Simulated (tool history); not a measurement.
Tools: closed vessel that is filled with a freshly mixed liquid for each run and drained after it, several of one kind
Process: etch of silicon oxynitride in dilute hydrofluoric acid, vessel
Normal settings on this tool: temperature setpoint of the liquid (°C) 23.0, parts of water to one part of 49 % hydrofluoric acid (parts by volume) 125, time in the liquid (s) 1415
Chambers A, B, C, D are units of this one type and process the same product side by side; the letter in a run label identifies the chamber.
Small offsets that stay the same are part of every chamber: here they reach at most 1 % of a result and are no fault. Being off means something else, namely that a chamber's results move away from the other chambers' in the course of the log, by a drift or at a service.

run   hour  temperature setpoint of the liquid (°C)  parts of water to one part of 49 % hydrofluoric acid (parts by volume)  time in the liquid (s)  hours since the thermometer was replaced  hours since the hydrofluoric acid flow meter was replaced  read-back film thickness of the silicon oxynitride reference wafer, read on the same gauge (nm)  thickness taken off the silicon oxynitride on a monitor wafer (nm)
 1B    3.8                                     23.0                                                                     125                    1415                                     953.5                                                      452.7                                                                                           89.987                                                              23.494
 2D    8.0                                     23.0                                                                     125                    1415                                     183.6                                                     1116.9                                                                                           90.008                                                              23.360
 3C   12.8                                     23.0                                                                     125                    1415                                    1546.6                                                      290.4                                                                                           90.001                                                              23.540
 4A   17.0                                     23.0                                                                     125                    1415                                    2460.2                                                      377.4                                                                                           90.008                                                              23.275
 5D   20.7                                     23.0                                                                     125                    1810                                     196.3                                                     1129.6                                                                                           90.006                                                              29.919
 6B   24.5                                     23.0                                                                     125                    1810                                     974.2                                                      473.4                                                                                           89.988                                                              29.989
 7C   29.5                                     23.0                                                                     125                    1810                                    1563.3                                                      307.1                                                                                           90.011                                                              30.030
 8A   31.7                                     23.0                                                                     125                    1810                                    2474.9                                                      392.1                                                                                           90.000                                                              29.866
 9C   35.6                                     23.0                                                                     125                    1415                                    1569.4                                                      313.2                                                                                           90.015                                                              23.378
      37.0  -- chamber A: thermometer replaced
10D   38.7                                     23.0                                                                     125                    1415                                     214.3                                                     1147.6                                                                                           89.987                                                              23.600
11A   41.9                                     23.0                                                                      65                     850                                       4.9                                                      402.3                                                                                           89.994                                                              28.538
12B   44.1                                     23.0                                                                      65                     850                                     993.8                                                      493.0                                                                                           89.988                                                              28.111
13B   46.9                                     23.0                                                                      65                     850                                     996.6                                                      495.8                                                                                           89.998                                                              28.114
14D   51.0                                     23.0                                                                      65                     850                                     226.6                                                     1159.9                                                                                           89.981                                                              28.613
15C   53.9                                     23.0                                                                     125                     765                                    1587.7                                                      331.5                                                                                           89.991                                                              12.713
16A   58.3                                     23.0                                                                     125                     765                                      21.3                                                      418.7                                                                                           89.989                                                              12.596
17C   61.3                                     23.0                                                                     125                     765                                    1595.1                                                      338.9                                                                                           90.010                                                              12.658
18B   64.0                                     23.0                                                                     125                     765                                    1013.7                                                      512.9                                                                                           89.995                                                              12.705
19A   68.2                                     26.0                                                                     125                    1030                                      31.2                                                      428.6                                                                                           89.982                                                              19.602
20D   70.3                                     26.0                                                                     125                    1030                                     245.9                                                     1179.2                                                                                           89.993                                                              20.023
21B   74.8                                     26.0                                                                     125                    1030                                    1024.5                                                      523.7                                                                                           90.012                                                              19.523
22A   77.3                                     26.0                                                                     125                    1030                                      40.3                                                      437.7                                                                                           90.006                                                              19.425
23D   82.2                                     23.0                                                                     125                    1415                                     257.8                                                     1191.1                                                                                           90.024                                                              23.792
24C   87.3                                     23.0                                                                     125                    1415                                    1621.1                                                      364.9                                                                                           89.985                                                              23.707
25B   92.0                                     23.0                                                                     125                    1415                                    1041.7                                                      540.9                                                                                           90.002                                                              23.413
26A   94.6                                     25.0                                                                     125                    1415                                      57.6                                                      455.0                                                                                           90.019                                                              25.664
27D   99.5                                     25.0                                                                     125                    1415                                     275.1                                                     1208.4                                                                                           89.984                                                              26.658
28C  104.2                                     25.0                                                                     125                    1415                                    1638.0                                                      381.8                                                                                           90.013                                                              25.631

Each of the 4 chambers runs these same settings next. Fill in every chamber's results:
29A  107.8                                     20.5                                                                     125                    1415                                                                                                                                                                                                                                                                         ?
29B  107.8                                     20.5                                                                     125                    1415                                                                                                                                                                                                                                                                         ?
29C  107.8                                     20.5                                                                     125                    1415                                                                                                                                                                                                                                                                         ?
29D  107.8                                     20.5                                                                     125                    1415                                                                                                                                                                                                                                                                         ?

run  thickness taken off the silicon oxynitride on a monitor wafer (nm)
29A                                                              20.618
29B                                                              20.722
29C                                                              20.950
29D                                                              21.462

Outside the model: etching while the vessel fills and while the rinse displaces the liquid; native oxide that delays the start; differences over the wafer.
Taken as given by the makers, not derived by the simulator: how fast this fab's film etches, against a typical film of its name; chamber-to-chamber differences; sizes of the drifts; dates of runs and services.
